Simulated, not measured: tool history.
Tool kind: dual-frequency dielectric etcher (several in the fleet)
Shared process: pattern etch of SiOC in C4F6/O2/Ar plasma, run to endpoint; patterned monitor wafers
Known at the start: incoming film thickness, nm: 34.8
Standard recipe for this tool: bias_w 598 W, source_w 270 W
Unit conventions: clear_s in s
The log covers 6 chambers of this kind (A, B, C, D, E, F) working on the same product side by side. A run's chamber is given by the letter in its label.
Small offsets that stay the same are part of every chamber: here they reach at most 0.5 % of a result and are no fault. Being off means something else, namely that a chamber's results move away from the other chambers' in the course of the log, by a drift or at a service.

run   hour  bias_w  source_w  hours since the last wet clean  hours since the last bias power generator calibration  hours since the last source power generator calibration  clear_s
 1C    8.2     598       270                            82.5                                                 1092.6                                                   1000.9   12.598
 2E   17.8     598       270                           141.4                                                  978.7                                                    689.6   12.602
 3F   25.0     598       270                           498.8                                                 2134.5                                                   1192.1   12.622
 4A   35.9     598       270                           109.4                                                 2497.5                                                   1396.4   12.577
 5B   47.7     598       270                           419.5                                                 1041.6                                                    868.2   12.722
 6D   56.1     598       270                           267.3                                                  506.9                                                   1684.7   12.728
 7B   66.0     598       270                           437.8                                                 1059.9                                                    886.5   12.635
 8A   77.6     598       270                           151.1                                                 2539.2                                                   1438.1   12.674
 9E   87.3     598       270                           210.9                                                 1048.2                                                    759.1   12.635
10F   99.9     598       270                           573.7                                                 2209.4                                                   1267.0   12.604
11D  112.3     598       270                           323.5                                                  563.1                                                   1740.9   12.794
12C  119.1     598       270                           193.4                                                 1203.5                                                   1111.8   12.656
13D  132.5     468       200                           343.7                                                  583.3                                                   1761.1   15.608
14A  147.7     468       200                           221.2                                                 2609.3                                                   1508.2   15.507
15F  158.0     468       200                           631.8                                                 2267.5                                                   1325.1   15.537
16E  172.2     468       200                           295.8                                                 1133.1                                                    844.0   15.546
17B  186.2     468       200                           558.0                                                 1180.1                                                   1006.7   15.525
18C  195.5     468       200                           269.8                                                 1279.9                                                   1188.2   15.408
19F  205.1     598       270                           678.9                                                 2314.6                                                   1372.2   12.642
20C  214.5     598       270                           288.8                                                 1298.9                                                   1207.2   12.637
     224.0  -- chamber F: wet clean of the chamber
21B  226.4     712       310                           598.2                                                 1220.3                                                   1046.9   11.341
22A  234.1     712       310                           307.6                                                 2695.7                                                   1594.6   11.062
23D  244.3     712       310                           455.5                                                  695.1                                                   1872.9   11.185
24E  254.1     712       310                           377.7                                                 1215.0                                                    925.9   11.175
25C  261.8     712       310                           336.1                                                 1346.2                                                   1254.5   11.164
26F  273.0     712       310                            49.0                                                 2382.5                                                   1440.1   11.251
     284.7  -- chamber D: wet clean of the chamber
27D  286.1     598       270                             1.4                                                  736.9                                                   1914.7   12.644
     293.3  -- chamber B: wet clean of the chamber
28E  296.1     598       270                           419.7                                                 1257.0                                                    967.9   12.563
29B  310.7     598       270                            17.5                                                 1304.6                                                   1131.2   12.682
30A  322.6     598       270                           396.1                                                 2784.2                                                   1683.1   12.591
     326.7  -- chamber F: bias power generator calibrated
31A  331.8     733       310                           405.3                                                 2793.4                                                   1692.3   11.036
32F  346.5     733       310                           122.5                                                   19.8                                                   1513.6   11.127
     347.0  -- chamber C: wet clean of the chamber
33B  361.2     733       310                            68.0                                                 1355.1                                                   1181.7   11.222
34D  369.0     733       310                            84.3                                                  819.8                                                   1997.6   11.150
35C  376.5     733       310                            29.6                                                 1460.9                                                   1369.2   11.101
36E  389.0     733       310                           512.6                                                 1349.9                                                   1060.8   11.085
37F  399.2     598       270                           175.2                                                   72.5                                                   1566.3   12.546
38B  410.3     598       270                           117.1                                                 1404.2                                                   1230.8   12.822
     416.9  -- chamber E: wet clean of the chamber
39D  419.8     598       270                           135.1                                                  870.6                                                   2048.4   12.653
40E  434.7     598       270                            17.9                                                 1395.6                                                   1106.5   12.565

Predict what each chamber gives when all 6 of them run the settings below next.
41A  445.7     598       270                                                                                                                                                        ?
41B  445.7     598       270                                                                                                                                                        ?
41C  445.7     598       270                                                                                                                                                        ?
41D  445.7     598       270                                                                                                                                                        ?
41E  445.7     598       270                                                                                                                                                        ?
41F  445.7     598       270                                                                                                                                                        ?

run  clear_s
41A   12.645
41B   12.594
41C   12.705
41D   12.657
41E   12.493
41F   12.801

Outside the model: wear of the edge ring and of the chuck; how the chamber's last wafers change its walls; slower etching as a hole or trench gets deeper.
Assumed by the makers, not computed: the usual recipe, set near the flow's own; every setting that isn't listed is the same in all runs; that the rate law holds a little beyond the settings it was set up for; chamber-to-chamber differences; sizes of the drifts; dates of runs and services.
